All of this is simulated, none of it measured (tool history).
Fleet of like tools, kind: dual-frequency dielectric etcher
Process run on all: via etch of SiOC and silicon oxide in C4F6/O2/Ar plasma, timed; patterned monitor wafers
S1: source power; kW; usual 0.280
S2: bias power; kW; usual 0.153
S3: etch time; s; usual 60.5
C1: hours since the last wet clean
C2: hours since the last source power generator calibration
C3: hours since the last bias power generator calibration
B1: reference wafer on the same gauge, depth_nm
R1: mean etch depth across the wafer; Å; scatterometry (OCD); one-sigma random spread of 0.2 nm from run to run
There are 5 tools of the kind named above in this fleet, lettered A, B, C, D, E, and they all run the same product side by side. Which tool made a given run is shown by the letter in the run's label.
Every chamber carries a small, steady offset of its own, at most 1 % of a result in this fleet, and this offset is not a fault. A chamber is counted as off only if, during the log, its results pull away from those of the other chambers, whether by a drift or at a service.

run	hour	S1	S2	S3	C1	C2	C3	B1	R1
1E	4.8	0.280	0.153	60.5	52.7	3306.3	1016.4	51.509	565.01
2D	8.9	0.280	0.153	60.5	419.9	2477.5	1203.0	51.491	560.92
3B	13.4	0.280	0.153	60.5	507.2	1045.5	1323.2	51.480	565.31
4C	16.4	0.280	0.153	60.5	56.2	1063.3	2649.3	51.497	556.68
5A	19.6	0.280	0.153	60.5	371.9	89.6	1792.1	51.455	565.94
6C	24.6	0.280	0.153	60.5	64.4	1071.5	2657.5	51.483	557.73
7D	30.8	0.280	0.153	51.0	441.8	2499.4	1224.9	51.492	475.07
8E	34.5	0.280	0.153	51.0	82.4	3336.0	1046.1	51.462	478.19
9B	38.8	0.280	0.153	51.0	532.6	1070.9	1348.6	51.494	479.29
10A	44.5	0.280	0.153	51.0	396.8	114.5	1817.0	51.537	478.56
11B	48.1	0.280	0.153	51.0	541.9	1080.2	1357.9	51.514	477.47
12E	52.0	0.280	0.153	60.5	99.9	3353.5	1063.6	51.476	565.78
13C	56.0	0.280	0.153	60.5	95.8	1102.9	2688.9	51.455	558.61
14D	61.9	0.280	0.153	60.5	472.9	2530.5	1256.0	51.514	561.49
15A	64.8	0.280	0.134	60.5	417.1	134.8	1837.3	51.517	546.55
# hour 68.2: chamber A: wet clean of the chamber
16B	70.8	0.280	0.134	60.5	564.6	1102.9	1380.6	51.483	542.04
17A	73.8	0.280	0.134	60.5	5.7	143.8	1846.3	51.552	544.05
18C	77.1	0.280	0.134	60.5	116.9	1124.0	2710.0	51.516	534.91
19D	81.1	0.280	0.134	60.5	492.1	2549.7	1275.2	51.453	541.89
20E	85.5	0.260	0.165	60.5	133.4	3387.0	1097.1	51.483	563.91
21B	89.1	0.260	0.165	60.5	582.9	1121.2	1398.9	51.512	564.12
22E	93.8	0.260	0.165	60.5	141.7	3395.3	1105.4	51.490	567.56
23C	98.7	0.260	0.165	60.5	138.5	1145.6	2731.6	51.500	560.50
# hour 103.3: chamber B: wet clean of the chamber
24A	104.0	0.260	0.165	60.5	35.9	174.0	1876.5	51.526	563.44
25D	108.2	0.280	0.153	60.5	519.2	2576.8	1302.3	51.516	562.83
26D	113.2	0.280	0.153	60.5	524.2	2581.8	1307.3	51.433	562.44
27A	117.7	0.280	0.153	60.5	49.6	187.7	1890.2	51.504	565.32
28E	120.9	0.280	0.153	60.5	168.8	3422.4	1132.5	51.508	564.59
29B	124.7	0.280	0.153	60.5	21.5	1156.8	1434.5	51.481	571.46
30C	128.0	0.280	0.153	60.5	167.8	1174.9	2760.9	51.512	559.78
31A	131.1	0.280	0.153	60.5	63.0	201.1	1903.6	51.505	567.69
32D	137.3	0.280	0.153	60.5	548.3	2605.9	1331.4	51.508	562.36
33C	141.4	0.230	0.153	60.5	181.2	1188.3	2774.3	51.466	519.06
34E	146.3	0.230	0.153	60.5	194.2	3447.8	1157.9	51.513	526.58
35B	151.8	0.230	0.153	60.5	48.6	1183.9	1461.6	51.475	526.83
36D	155.3	0.230	0.153	60.5	566.3	2623.9	1349.4	51.497	520.81
37A	160.1	0.230	0.153	60.5	92.0	230.1	1932.6	51.498	524.42
38E	162.8	0.280	0.153	60.5	210.7	3464.3	1174.4	51.523	565.68
39C	166.3	0.280	0.153	60.5	206.1	1213.2	2799.2	51.451	558.71
40B	171.1	0.280	0.153	60.5	67.9	1203.2	1480.9	51.466	565.59
41D	176.9	0.280	0.153	60.5	587.9	2645.5	1371.0	51.501	565.59
42E	183.1	0.280	0.180	50.0	231.0	3484.6	1194.7	51.489	494.94
43C	187.8	0.280	0.180	50.0	227.6	1234.7	2820.7	51.537	488.45
44B	193.2	0.280	0.180	50.0	90.0	1225.3	1503.0	51.501	493.29

Predict what each chamber gives when all 5 of them run the settings below next.
45A	197.7	0.280	0.153	60.5					?
45B	197.7	0.280	0.153	60.5					?
45C	197.7	0.280	0.153	60.5					?
45D	197.7	0.280	0.153	60.5					?
45E	197.7	0.280	0.153	60.5					?

run	R1
45A	561.99
45B	565.67
45C	558.65
45D	564.74
45E	565.85
